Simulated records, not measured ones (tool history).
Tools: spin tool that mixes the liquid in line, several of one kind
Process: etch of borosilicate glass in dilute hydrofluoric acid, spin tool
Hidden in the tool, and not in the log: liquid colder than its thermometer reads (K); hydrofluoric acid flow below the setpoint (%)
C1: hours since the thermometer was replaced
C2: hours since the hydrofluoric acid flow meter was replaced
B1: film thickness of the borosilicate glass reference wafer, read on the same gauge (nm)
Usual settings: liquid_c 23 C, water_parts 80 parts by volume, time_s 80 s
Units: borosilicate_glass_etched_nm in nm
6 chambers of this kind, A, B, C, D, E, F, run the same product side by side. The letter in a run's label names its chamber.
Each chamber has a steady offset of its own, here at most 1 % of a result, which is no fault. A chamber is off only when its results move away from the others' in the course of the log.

Run 1F, hour 8.3: usual settings; C1 1665; C2 174.8; B1 110.01. Result: borosilicate_glass_etched_nm 24.16 nm.
Run 2B, hour 13.9: usual settings; C1 548.9; C2 400; B1 110.01. Result: borosilicate_glass_etched_nm 24.136 nm.
Run 3D, hour 19.3: usual settings; C1 1799.2; C2 759.4; B1 109.97. Result: borosilicate_glass_etched_nm 24.2 nm.
Run 4A, hour 29.9: usual settings; C1 1026.6; C2 122; B1 110. Result: borosilicate_glass_etched_nm 23.951 nm.
Run 5C, hour 35.8: usual settings; C1 360.7; C2 1956.4; B1 110. Result: borosilicate_glass_etched_nm 24.53 nm.
Run 6E, hour 44.7: usual settings; C1 788.8; C2 674.1; B1 110. Result: borosilicate_glass_etched_nm 24.31 nm.
At hour 48.5: chamber E: thermometer replaced.
Run 7F, hour 54.3: usual settings; C1 1711; C2 220.8; B1 109.99. Result: borosilicate_glass_etched_nm 24.37 nm.
Run 8C, hour 60.1: usual settings; C1 385; C2 1980.7; B1 109.98. Result: borosilicate_glass_etched_nm 24.208 nm.
Run 9E, hour 65.4: usual settings; C1 17; C2 694.8; B1 109.98. Result: borosilicate_glass_etched_nm 24.338 nm.
Run 10D, hour 70.6: usual settings; C1 1850.5; C2 810.7; B1 110. Result: borosilicate_glass_etched_nm 24.254 nm.
Run 11A, hour 77.7: usual settings; C1 1074.4; C2 169.8; B1 110.02. Result: borosilicate_glass_etched_nm 24.094 nm.
Run 12B, hour 83.2: usual settings; C1 618.2; C2 469.3; B1 110.02. Result: borosilicate_glass_etched_nm 24.055 nm.
Run 13D, hour 93.1: usual settings; C1 1873; C2 833.2; B1 110.01. Result: borosilicate_glass_etched_nm 24.01 nm.
Run 14E, hour 103.6: usual settings but time_s 40 s; C1 55.2; C2 733; B1 109.99. Result: borosilicate_glass_etched_nm 12.208 nm.
Run 15B, hour 111.4: usual settings but time_s 40 s; C1 646.4; C2 497.5; B1 109.98. Result: borosilicate_glass_etched_nm 11.896 nm.
At hour 118.2: chamber C: hydrofluoric acid flow meter replaced.
Run 16C, hour 118.5: usual settings but time_s 40 s; C1 443.4; C2 0.3; B1 109.97. Result: borosilicate_glass_etched_nm 12.022 nm.
Run 17F, hour 129.4: usual settings but time_s 40 s; C1 1786.1; C2 295.9; B1 110.01. Result: borosilicate_glass_etched_nm 12.084 nm.
Run 18A, hour 139.8: usual settings but time_s 40 s; C1 1136.5; C2 231.9; B1 110. Result: borosilicate_glass_etched_nm 12.022 nm.
Run 19B, hour 147.5: usual settings but time_s 40 s; C1 682.5; C2 533.6; B1 110.01. Result: borosilicate_glass_etched_nm 12.026 nm.
Run 20E, hour 157.2: usual settings but liquid_c 20.5 C, time_s 115 s; C1 108.8; C2 786.6; B1 110. Result: borosilicate_glass_etched_nm 31.697 nm.
Run 21C, hour 167.8: usual settings but liquid_c 20.5 C, time_s 115 s; C1 492.7; C2 49.6; B1 110.01. Result: borosilicate_glass_etched_nm 31.776 nm.
Run 22A, hour 178.3: usual settings but liquid_c 20.5 C, time_s 115 s; C1 1175; C2 270.4; B1 109.98. Result: borosilicate_glass_etched_nm 31.018 nm.
Run 23F, hour 186.8: usual settings but liquid_c 20.5 C, time_s 115 s; C1 1843.5; C2 353.3; B1 110. Result: borosilicate_glass_etched_nm 31.758 nm.
Run 24D, hour 191.9: usual settings but liquid_c 20.5 C, time_s 115 s; C1 1971.8; C2 932; B1 110. Result: borosilicate_glass_etched_nm 30.894 nm.
Run 25D, hour 198.6: usual settings but liquid_c 20.5 C, time_s 115 s; C1 1978.5; C2 938.7; B1 110. Result: borosilicate_glass_etched_nm 31.226 nm.
Run 26A, hour 210: usual settings; C1 1206.7; C2 302.1; B1 109.99. Result: borosilicate_glass_etched_nm 24.044 nm.
Run 27B, hour 221.5: usual settings; C1 756.5; C2 607.6; B1 110.02. Result: borosilicate_glass_etched_nm 24.058 nm.
Run 28C, hour 231.4: usual settings but water_parts 110 parts by volume; C1 556.3; C2 113.2; B1 110. Result: borosilicate_glass_etched_nm 17.076 nm.
Run 29E, hour 239.8: usual settings but water_parts 110 parts by volume; C1 191.4; C2 869.2; B1 110.02. Result: borosilicate_glass_etched_nm 16.877 nm.
Run 30F, hour 248.3: usual settings but water_parts 110 parts by volume; C1 1905; C2 414.8; B1 110.02. Result: borosilicate_glass_etched_nm 17.131 nm.
Run 31E, hour 256.1: usual settings but water_parts 110 parts by volume; C1 207.7; C2 885.5; B1 109.99. Result: borosilicate_glass_etched_nm 16.588 nm.
Run 32B, hour 267.1: usual settings but water_parts 110 parts by volume; C1 802.1; C2 653.2; B1 110. Result: borosilicate_glass_etched_nm 16.655 nm.
Run 33D, hour 275.7: usual settings but water_parts 110 parts by volume; C1 2055.6; C2 1015.8; B1 110.01. Result: borosilicate_glass_etched_nm 16.878 nm.
Run 34F, hour 286.8: usual settings; C1 1943.5; C2 453.3; B1 109.99. Result: borosilicate_glass_etched_nm 23.972 nm.
At hour 294.3: chamber A: hydrofluoric acid flow meter replaced.
Run 35C, hour 295.5: usual settings; C1 620.4; C2 177.3; B1 110.02. Result: borosilicate_glass_etched_nm 24.143 nm.
Run 36A, hour 304: usual settings; C1 1300.7; C2 9.8; B1 109.98. Result: borosilicate_glass_etched_nm 23.972 nm.
Run 37D, hour 313.6: usual settings; C1 2093.5; C2 1053.7; B1 110. Result: borosilicate_glass_etched_nm 24.152 nm.
At hour 316.2: chamber A: thermometer replaced.
Run 38C, hour 323.2: usual settings; C1 648.1; C2 205; B1 110. Result: borosilicate_glass_etched_nm 24.364 nm.
Run 39F, hour 333.3: usual settings but liquid_c 21 C, water_parts 60 parts by volume; C1 1990; C2 499.8; B1 110. Result: borosilicate_glass_etched_nm 30.878 nm.
Run 40A, hour 342.5: usual settings but liquid_c 21 C, water_parts 60 parts by volume; C1 26.3; C2 48.3; B1 109.99. Result: borosilicate_glass_etched_nm 30.546 nm.
Run 41E, hour 347.7: usual settings but liquid_c 21 C, water_parts 60 parts by volume; C1 299.3; C2 977.1; B1 109.98. Result: borosilicate_glass_etched_nm 28.877 nm.

Next, every chamber runs the same settings. What will each give?
Run 42A, hour 356: usual settings. Result: borosilicate_glass_etched_nm ?.
Run 42B, hour 356: usual settings. Result: borosilicate_glass_etched_nm ?.
Run 42C, hour 356: usual settings. Result: borosilicate_glass_etched_nm ?.
Run 42D, hour 356: usual settings. Result: borosilicate_glass_etched_nm ?.
Run 42E, hour 356: usual settings. Result: borosilicate_glass_etched_nm ?.
Run 42F, hour 356: usual settings. Result: borosilicate_glass_etched_nm ?.

run  borosilicate_glass_etched_nm
42A                        24.265
42B                        24.051
42C                        24.409
42D                        24.266
42E                        23.006
42F                        24.325
